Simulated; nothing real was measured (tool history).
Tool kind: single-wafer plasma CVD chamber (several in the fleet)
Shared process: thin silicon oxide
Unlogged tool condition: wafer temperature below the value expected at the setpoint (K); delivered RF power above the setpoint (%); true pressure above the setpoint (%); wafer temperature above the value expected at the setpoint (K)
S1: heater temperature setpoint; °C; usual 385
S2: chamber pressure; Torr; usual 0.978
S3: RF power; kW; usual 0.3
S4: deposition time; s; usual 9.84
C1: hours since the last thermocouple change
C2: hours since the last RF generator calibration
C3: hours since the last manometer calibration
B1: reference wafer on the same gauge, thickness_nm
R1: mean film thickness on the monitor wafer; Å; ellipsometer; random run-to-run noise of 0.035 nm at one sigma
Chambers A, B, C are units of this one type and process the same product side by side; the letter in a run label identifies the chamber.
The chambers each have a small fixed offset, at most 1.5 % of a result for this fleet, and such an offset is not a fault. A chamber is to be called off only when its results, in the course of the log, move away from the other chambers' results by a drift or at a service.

run,hour,S1,S2,S3,S4,C1,C2,C3,B1,R1
1A,10.3,385,0.978,0.3,9.84,2711.5,202.6,2615.3,18.602,214.28
# hour 13.5: chamber A: thermocouple changed; heater temperature recalibrated
2C,18.7,385,0.978,0.3,9.84,786.7,1138.7,175.8,18.59,215.97
3B,31,385,0.978,0.3,9.84,832.7,985.3,2079.8,18.589,219.52
4C,39.3,385,0.978,0.3,9.84,807.3,1159.3,196.4,18.594,215.93
5A,53.7,385,0.978,0.3,9.84,40.3,246,2658.7,18.587,213.86
6B,61.2,385,0.978,0.3,9.84,862.9,1015.5,2110,18.573,219.2
7A,74.2,385,0.978,0.3,11.48,60.8,266.5,2679.2,18.577,249.5
8B,85.2,385,0.978,0.3,11.48,886.9,1039.5,2134,18.574,255.71
9C,93.4,385,0.978,0.3,11.48,861.4,1213.4,250.5,18.577,251.64
10A,101.7,385,0.978,0.3,9.84,88.3,294,2706.7,18.571,214.28
# hour 103.4: chamber B: capacitance manometer re-zeroed and calibrated
11C,113.2,385,0.978,0.34,10.7,881.2,1233.2,270.3,18.57,246.3
12B,122.2,385,0.978,0.34,10.7,923.9,1076.5,18.8,18.573,249.65
13B,130.8,385,0.978,0.34,10.7,932.5,1085.1,27.4,18.561,249.33
14A,143.4,385,0.978,0.3,9.84,130,335.7,2748.4,18.562,214.06
15C,152,385,0.978,0.3,11.2,920,1272,309.1,18.549,245.09
16A,164.6,385,0.978,0.3,11.2,151.2,356.9,2769.6,18.553,243.22
17C,179.9,385,0.978,0.3,11.2,947.9,1299.9,337,18.546,245.72
18B,192,385,0.978,0.3,9.84,993.7,1146.3,88.6,18.547,218.5
19C,204.6,385,0.978,0.3,9.84,972.6,1324.6,361.7,18.544,215.69
# hour 206.9: chamber A: capacitance manometer re-zeroed and calibrated
20A,219.5,385,0.978,0.3,9.84,206.1,411.8,12.7,18.542,214.81
21B,227.6,385,0.978,0.3,9.84,1029.3,1181.9,124.2,18.538,217.78
22C,234.7,385,0.978,0.3,9.84,1002.7,1354.7,391.8,18.529,215.7
23B,244.3,385,0.978,0.3,9.84,1046,1198.6,140.9,18.536,218.36
24A,256.7,385,0.978,0.3,9.84,243.3,449,49.9,18.528,213.26
25A,263.5,385,0.978,0.3,9.84,250.1,455.8,56.7,18.533,213.8
26C,276.8,394,0.978,0.245,9.84,1044.8,1396.8,433.9,18.527,196.47
27B,286.6,394,0.978,0.245,9.84,1088.3,1240.9,183.2,18.523,198.14
28C,297.1,394,0.978,0.245,9.84,1065.1,1417.1,454.2,18.516,196.04
29A,309.8,385,0.978,0.3,9.84,296.4,502.1,103,18.529,213.67
30B,325.4,385,0.978,0.3,9.84,1127.1,1279.7,222,18.515,218.53
31C,332.6,385,0.978,0.3,9.84,1100.6,1452.6,489.7,18.518,215.37
32B,341.4,385,0.978,0.3,9.84,1143.1,1295.7,238,18.508,217.33
33A,352.9,385,0.978,0.3,9.84,339.5,545.2,146.1,18.503,213.36
34C,360.9,385,0.978,0.3,9.84,1128.9,1480.9,518,18.504,215.31
35B,368.5,385,0.978,0.3,9.84,1170.2,1322.8,265.1,18.506,218.07
36A,380.4,385,0.978,0.3,9.84,367,572.7,173.6,18.491,213.53
37B,396,385,0.892,0.3,9.84,1197.7,1350.3,292.6,18.489,201.68
38C,405,385,0.892,0.3,9.84,1173,1525,562.1,18.484,198.69
39A,412.2,385,0.892,0.3,9.84,398.8,604.5,205.4,18.492,198.03
# hour 426.5: chamber C: thermocouple changed; heater temperature recalibrated
40C,427.6,385,0.978,0.3,9.84,1.2,1547.6,584.7,18.488,215.15
41B,438.7,385,0.978,0.3,9.84,1240.4,1393,335.3,18.484,217.69
42A,454.2,385,0.978,0.3,9.84,440.8,646.5,247.4,18.476,213.12

Is one chamber off against the others, does the gauge drift, or is nothing wrong? If a chamber is off, say which, and what the likeliest cause is.

No chamber is off; the gauge reading every chamber's wafers drifts, which makes the whole fleet appear to move together.
Cause: gauge reads low (%) = 0.668.
